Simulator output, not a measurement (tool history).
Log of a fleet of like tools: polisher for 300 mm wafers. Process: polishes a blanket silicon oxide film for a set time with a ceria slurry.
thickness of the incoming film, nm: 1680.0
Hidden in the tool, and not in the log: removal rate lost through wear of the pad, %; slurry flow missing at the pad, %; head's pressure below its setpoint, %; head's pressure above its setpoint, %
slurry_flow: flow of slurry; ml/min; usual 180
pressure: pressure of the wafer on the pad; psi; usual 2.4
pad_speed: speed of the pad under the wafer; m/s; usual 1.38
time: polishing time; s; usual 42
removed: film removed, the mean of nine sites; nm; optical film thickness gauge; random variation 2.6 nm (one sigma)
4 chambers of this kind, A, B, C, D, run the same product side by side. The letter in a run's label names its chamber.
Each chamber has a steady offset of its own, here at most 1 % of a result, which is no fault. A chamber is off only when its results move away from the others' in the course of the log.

run,hour,slurry_flow,pressure,pad_speed,time,wafers polished on this pad,hours since the slurry nozzle was cleaned,hours since the head pressure was calibrated,removed
1D,10.2,180,2.4,1.38,42,252,145.6,838.0,234.39
# hour 15.8: chamber C: worn pad replaced by a new one
2A,20.3,180,2.4,1.38,42,539,88.6,176.9,231.01
3C,33.6,180,2.4,1.38,42,243,234.5,200.1,233.15
4B,40.9,180,2.4,1.38,42,773,397.8,154.8,237.76
5D,47.5,180,2.4,1.38,42,760,182.9,875.3,232.27
# hour 53.3: chamber D: worn pad replaced by a new one
6C,54.5,180,2.4,1.38,42,527,255.4,221.0,232.78
# hour 56.9: chamber A: worn pad replaced by a new one
# hour 62.6: chamber B: worn pad replaced by a new one
7B,65.7,180,2.4,1.38,42,43,422.6,179.6,236.21
8A,77.2,180,2.7,1.20,42,276,145.5,233.8,234.28
9C,88.4,180,2.7,1.20,42,988,289.3,254.9,231.77
# hour 92.2: chamber C: worn pad replaced by a new one
10D,94.6,180,2.7,1.20,42,562,230.0,922.4,227.68
11A,102.5,180,2.7,1.20,42,620,170.8,259.1,235.03
12B,114.2,180,2.4,1.38,42,703,471.1,228.1,235.65
# hour 118.3: chamber D: worn pad replaced by a new one
# hour 125.6: chamber B: worn pad replaced by a new one
13A,127.0,180,2.4,1.38,42,953,195.3,283.6,233.48
# hour 134.2: chamber A: worn pad replaced by a new one
14C,137.2,180,2.4,1.58,42,613,338.1,303.7,265.04
15B,150.7,180,2.4,1.58,42,341,507.6,264.6,267.06
16D,162.1,180,2.4,1.58,42,596,297.5,989.9,269.43
# hour 167.1: chamber C: worn pad replaced by a new one
17B,175.3,180,2.4,1.58,42,676,532.2,289.2,269.28
# hour 178.8: chamber D: worn pad replaced by a new one
18D,184.8,180,2.4,1.38,42,82,320.2,1012.6,233.74
19C,196.9,180,2.4,1.38,42,405,397.8,363.4,236.80
# hour 200.6: chamber B: worn pad replaced by a new one
# hour 202.1: chamber D: head pressure recalibrated
20A,205.8,180,2.4,1.38,42,974,274.1,362.4,235.67
# hour 213.4: chamber A: worn pad replaced by a new one
21B,217.5,150,2.4,1.38,42,230,574.4,331.4,226.22
22A,228.9,150,2.4,1.38,42,211,297.2,385.5,227.21
23C,238.0,150,2.4,1.38,42,964,438.9,404.5,231.70
# hour 243.6: chamber C: worn pad replaced by a new one
24D,244.1,150,2.4,1.38,42,888,379.5,42.1,200.28
25D,250.6,180,2.4,1.38,42,977,386.0,48.6,208.94
# hour 251.1: chamber D: worn pad replaced by a new one
26C,261.0,180,2.4,1.38,42,236,461.9,427.5,235.13
# hour 263.8: chamber B: slurry nozzle cleaned
27B,268.2,180,2.4,1.38,42,920,4.5,382.1,236.39
28A,280.8,180,2.4,1.38,42,917,349.1,437.4,238.30
# hour 282.2: chamber B: worn pad replaced by a new one
# hour 286.2: chamber A: worn pad replaced by a new one
29A,294.7,180,2.4,1.38,56,116,363.0,451.3,316.16
30C,303.1,180,2.4,1.38,56,809,504.0,469.6,313.20
31D,309.8,180,2.4,1.38,56,799,445.2,107.8,276.93
32B,322.6,180,2.4,1.38,56,550,58.9,436.5,315.24
# hour 324.7: chamber C: worn pad replaced by a new one
33C,334.1,180,2.4,1.38,42,128,535.0,500.6,235.49

Next, every chamber runs the same settings. What will each give?
34A,344.1,180,2.4,1.38,35,,,,?
34B,344.1,180,2.4,1.38,35,,,,?
34C,344.1,180,2.4,1.38,35,,,,?
34D,344.1,180,2.4,1.38,35,,,,?

run,removed
34A,194.52
34B,195.60
34C,195.76
34D,176.95

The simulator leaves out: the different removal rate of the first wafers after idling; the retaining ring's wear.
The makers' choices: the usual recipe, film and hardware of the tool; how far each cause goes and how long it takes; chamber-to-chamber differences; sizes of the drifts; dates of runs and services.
